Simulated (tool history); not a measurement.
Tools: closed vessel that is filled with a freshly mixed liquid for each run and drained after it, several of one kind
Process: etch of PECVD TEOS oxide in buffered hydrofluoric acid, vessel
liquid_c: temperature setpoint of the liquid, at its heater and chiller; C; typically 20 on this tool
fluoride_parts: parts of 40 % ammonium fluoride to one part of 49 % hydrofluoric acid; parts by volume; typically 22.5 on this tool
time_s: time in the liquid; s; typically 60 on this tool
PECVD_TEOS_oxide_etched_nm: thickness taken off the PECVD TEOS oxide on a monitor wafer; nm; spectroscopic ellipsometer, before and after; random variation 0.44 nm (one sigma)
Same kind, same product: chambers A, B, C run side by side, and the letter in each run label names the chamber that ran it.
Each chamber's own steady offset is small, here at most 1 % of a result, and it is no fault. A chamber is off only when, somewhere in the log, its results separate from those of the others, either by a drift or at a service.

run	hour	liquid_c	fluoride_parts	time_s	hours since the thermometer was replaced	hours since the hydrofluoric acid flow meter was replaced	read-back film thickness of the PECVD TEOS oxide reference wafer, read on the same gauge (nm)	PECVD_TEOS_oxide_etched_nm
1C	9.2	20	22.5	60	373.9	426.4	79.996	77.684
2A	17.6	20	22.5	60	555.5	475.2	80.002	78.45
3B	24.5	20	22.5	60	290.1	1146.7	80.002	77.248
4A	32.1	20	22.5	60	570	489.7	80.017	79.304
5B	39.1	20	22.5	60	304.7	1161.3	79.992	77.21
6C	45.4	20	22.5	60	410.1	462.6	79.998	76.639
7A	56.1	20	22.5	60	594	513.7	80.016	78.04
# hour 56.2: chamber C: hydrofluoric acid flow meter replaced
8B	64.4	20	22.5	60	330	1186.6	79.991	78.401
9C	74.7	20	22.5	60	439.4	18.6	80.006	78.131
10B	80.3	22.5	22.5	60	345.9	1202.5	80.035	89.143
11C	88.4	22.5	22.5	60	453.1	32.3	80.002	88.147
12A	97.1	22.5	22.5	60	635	554.7	80.004	89.832
13C	106.9	20	22.5	60	471.6	50.8	80.016	76.531
14B	114	20	22.5	60	379.6	1236.2	80.014	77.978
15A	122	20	22.5	60	659.9	579.6	79.99	78.662
16A	132.2	20	22.5	60	670.1	589.8	80.006	78.457
17B	138.5	20	22.5	60	404.1	1260.7	79.995	79.445
18C	148.9	20	22.5	60	513.6	92.8	80.007	77.417
19A	158.2	20	27	60	696.1	615.8	80.015	68.573
20C	167.2	20	27	60	531.9	111.1	79.991	68.233
21B	174.7	20	27	60	440.3	1296.9	80.017	69.185
22B	185.3	20	22.5	60	450.9	1307.5	80.007	79.317
23A	190.4	20	22.5	60	728.3	648	79.997	77.369
24C	197.9	20	22.5	60	562.6	141.8	80.007	76.705
25C	206.4	20	22.5	60	571.1	150.3	80.004	77.131
# hour 207.1: chamber A: hydrofluoric acid flow meter replaced
26A	216.1	20	22.5	60	754	9	79.997	78.494
27B	221.3	17	14.5	60	486.9	1343.5	80.007	99.843
28C	230.3	17	14.5	60	595	174.2	80.004	97.4
29A	241	17	14.5	60	778.9	33.9	80.003	99.455
30B	246.2	17.5	22.5	60	511.8	1368.4	80.008	69.516
31C	255.1	17.5	22.5	60	619.8	199	79.977	67.338
32B	259.9	17.5	22.5	60	525.5	1382.1	79.978	69.072
33A	265.6	20	22.5	60	803.5	58.5	80.008	77.894
34B	272.2	20	22.5	60	537.8	1394.4	79.986	81.137
35A	277.9	20	22.5	60	815.8	70.8	80	79.035
36C	288.4	20	22.5	60	653.1	232.3	80.007	77.433
37B	295.6	20	27	30	561.2	1417.8	79.997	35.493
38C	300.4	20	27	30	665.1	244.3	80.001	33.914
39A	310.1	20	27	30	848	103	79.997	34.355
40C	318.2	20	22.5	60	682.9	262.1	79.999	76.694
41B	323.7	20	22.5	60	589.3	1445.9	80.009	81.136
42A	333.6	20	22.5	60	871.5	126.5	79.994	77.95

Read the log: is a single chamber off, either drifting away or since a service, is the gauge that measures every chamber drifting, or is nothing wrong beyond small per-chamber offsets? Name any odd chamber and what most likely caused it.

Chamber B drifts away from the others.
Cause: liquid hotter than its thermometer reads (K) = 0.842.
With only this log, it may be confused with: hydrofluoric acid flow above the setpoint (%).

Below are 4 candidate recipes for chamber B's next run, each the usual settings with a change, their results shown as question marks. Which of them brings B's results back in line with what the other chambers give on the usual settings?
In line here means within this much of the mean the other chambers give on the usual settings: PECVD_TEOS_oxide_etched_nm 1.6 nm
43B-1	341.3	20.5	22	60				?
43B-2	341.3	20.5	21	60				?
43B-3	341.3	19.5	23	60				?
43B-4	341.3	19.5	24	60				?

Average result of the remaining chambers running the usual settings: PECVD_TEOS_oxide_etched_nm 77.84 nm
run	PECVD_TEOS_oxide_etched_nm
43B-1	84.808
43B-2	87.557
43B-3	77.783
43B-4	75.541
Change 43B-3 lands the chamber within the allowed miss of the other chambers.
